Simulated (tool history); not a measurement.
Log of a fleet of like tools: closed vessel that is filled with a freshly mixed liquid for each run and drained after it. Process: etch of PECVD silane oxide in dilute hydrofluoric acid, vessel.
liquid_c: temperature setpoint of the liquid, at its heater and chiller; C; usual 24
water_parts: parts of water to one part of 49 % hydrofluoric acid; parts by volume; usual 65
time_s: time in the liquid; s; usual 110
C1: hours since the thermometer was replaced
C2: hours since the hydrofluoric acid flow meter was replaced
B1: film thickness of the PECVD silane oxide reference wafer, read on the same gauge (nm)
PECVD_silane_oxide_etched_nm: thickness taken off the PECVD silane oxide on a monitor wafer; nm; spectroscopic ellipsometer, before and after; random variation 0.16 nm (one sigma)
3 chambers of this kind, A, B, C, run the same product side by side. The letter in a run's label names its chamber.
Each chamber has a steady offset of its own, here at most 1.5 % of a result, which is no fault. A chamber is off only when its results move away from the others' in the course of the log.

run 1B hour=8.4 | liquid_c=24 water_parts=65 time_s=110 | C1=1243.6 C2=916.6 | B1=59.989 | PECVD_silane_oxide_etched_nm=26.210
run 2A hour=18.4 | liquid_c=24 water_parts=65 time_s=110 | C1=876.9 C2=767.0 | B1=60.011 | PECVD_silane_oxide_etched_nm=26.603
run 3C hour=27.4 | liquid_c=24 water_parts=65 time_s=110 | C1=240.7 C2=405.3 | B1=59.999 | PECVD_silane_oxide_etched_nm=26.300
run 4A hour=35.0 | liquid_c=24 water_parts=65 time_s=110 | C1=893.5 C2=783.6 | B1=59.947 | PECVD_silane_oxide_etched_nm=26.446
run 5C hour=41.5 | liquid_c=24 water_parts=65 time_s=110 | C1=254.8 C2=419.4 | B1=60.011 | PECVD_silane_oxide_etched_nm=26.619
run 6B hour=52.4 | liquid_c=24 water_parts=65 time_s=160 | C1=1287.6 C2=960.6 | B1=59.984 | PECVD_silane_oxide_etched_nm=38.135
run 7A hour=59.4 | liquid_c=24 water_parts=65 time_s=160 | C1=917.9 C2=808.0 | B1=59.969 | PECVD_silane_oxide_etched_nm=38.483
run 8C hour=66.0 | liquid_c=24 water_parts=65 time_s=160 | C1=279.3 C2=443.9 | B1=59.993 | PECVD_silane_oxide_etched_nm=37.852
run 9B hour=71.6 | liquid_c=24 water_parts=65 time_s=110 | C1=1306.8 C2=979.8 | B1=60.008 | PECVD_silane_oxide_etched_nm=26.153
run 10B hour=76.6 | liquid_c=24 water_parts=65 time_s=110 | C1=1311.8 C2=984.8 | B1=59.965 | PECVD_silane_oxide_etched_nm=26.283
run 11A hour=87.8 | liquid_c=24 water_parts=65 time_s=110 | C1=946.3 C2=836.4 | B1=60.014 | PECVD_silane_oxide_etched_nm=25.826
run 12C hour=93.8 | liquid_c=24 water_parts=65 time_s=110 | C1=307.1 C2=471.7 | B1=59.969 | PECVD_silane_oxide_etched_nm=26.609
run 13B hour=103.5 | liquid_c=24 water_parts=65 time_s=110 | C1=1338.7 C2=1011.7 | B1=59.985 | PECVD_silane_oxide_etched_nm=26.414
run 14C hour=114.4 | liquid_c=24 water_parts=65 time_s=110 | C1=327.7 C2=492.3 | B1=59.985 | PECVD_silane_oxide_etched_nm=26.476
run 15A hour=121.4 | liquid_c=24 water_parts=65 time_s=110 | C1=979.9 C2=870.0 | B1=59.983 | PECVD_silane_oxide_etched_nm=25.202
run 16C hour=128.0 | liquid_c=24 water_parts=65 time_s=110 | C1=341.3 C2=505.9 | B1=59.983 | PECVD_silane_oxide_etched_nm=26.406
run 17B hour=136.7 | liquid_c=24 water_parts=65 time_s=110 | C1=1371.9 C2=1044.9 | B1=60.005 | PECVD_silane_oxide_etched_nm=26.152
run 18A hour=146.2 | liquid_c=24 water_parts=80 time_s=160 | C1=1004.7 C2=894.8 | B1=60.023 | PECVD_silane_oxide_etched_nm=28.880
run 19A hour=152.7 | liquid_c=24 water_parts=80 time_s=160 | C1=1011.2 C2=901.3 | B1=60.029 | PECVD_silane_oxide_etched_nm=28.806
run 20C hour=159.5 | liquid_c=24 water_parts=80 time_s=160 | C1=372.8 C2=537.4 | B1=59.966 | PECVD_silane_oxide_etched_nm=31.047

What goes on in this fleet: one chamber off, a drifting gauge, or nothing beyond the chambers' own small offsets? Name the chamber and the cause, if any.

Chamber A drifts away from the others.
Cause: hydrofluoric acid flow below the setpoint (%) = 7.1.
The log may not tell that from: liquid colder than its thermometer reads (K).

Here are 4 candidates for chamber A's next run, each the usual settings with a change, their results left as question marks. Which one brings its results back in line with what the others give on the usual settings?
In line means no further than this from the other chambers' mean on the usual settings: PECVD_silane_oxide_etched_nm 0.560 nm
run 21A-1 hour=167.7 | liquid_c=27.5 water_parts=65 time_s=110 | PECVD_silane_oxide_etched_nm=?
run 21A-2 hour=167.7 | liquid_c=26.0 water_parts=65 time_s=110 | PECVD_silane_oxide_etched_nm=?
run 21A-3 hour=167.7 | liquid_c=20.5 water_parts=65 time_s=110 | PECVD_silane_oxide_etched_nm=?
run 21A-4 hour=167.7 | liquid_c=24.0 water_parts=70 time_s=110 | PECVD_silane_oxide_etched_nm=?

The other chambers' mean on the usual settings: PECVD_silane_oxide_etched_nm 26.312 nm
run=21A-1 PECVD_silane_oxide_etched_nm=27.963
run=21A-2 PECVD_silane_oxide_etched_nm=26.370
run=21A-3 PECVD_silane_oxide_etched_nm=21.148
run=21A-4 PECVD_silane_oxide_etched_nm=22.487
21A-2 brings the chamber back in line.
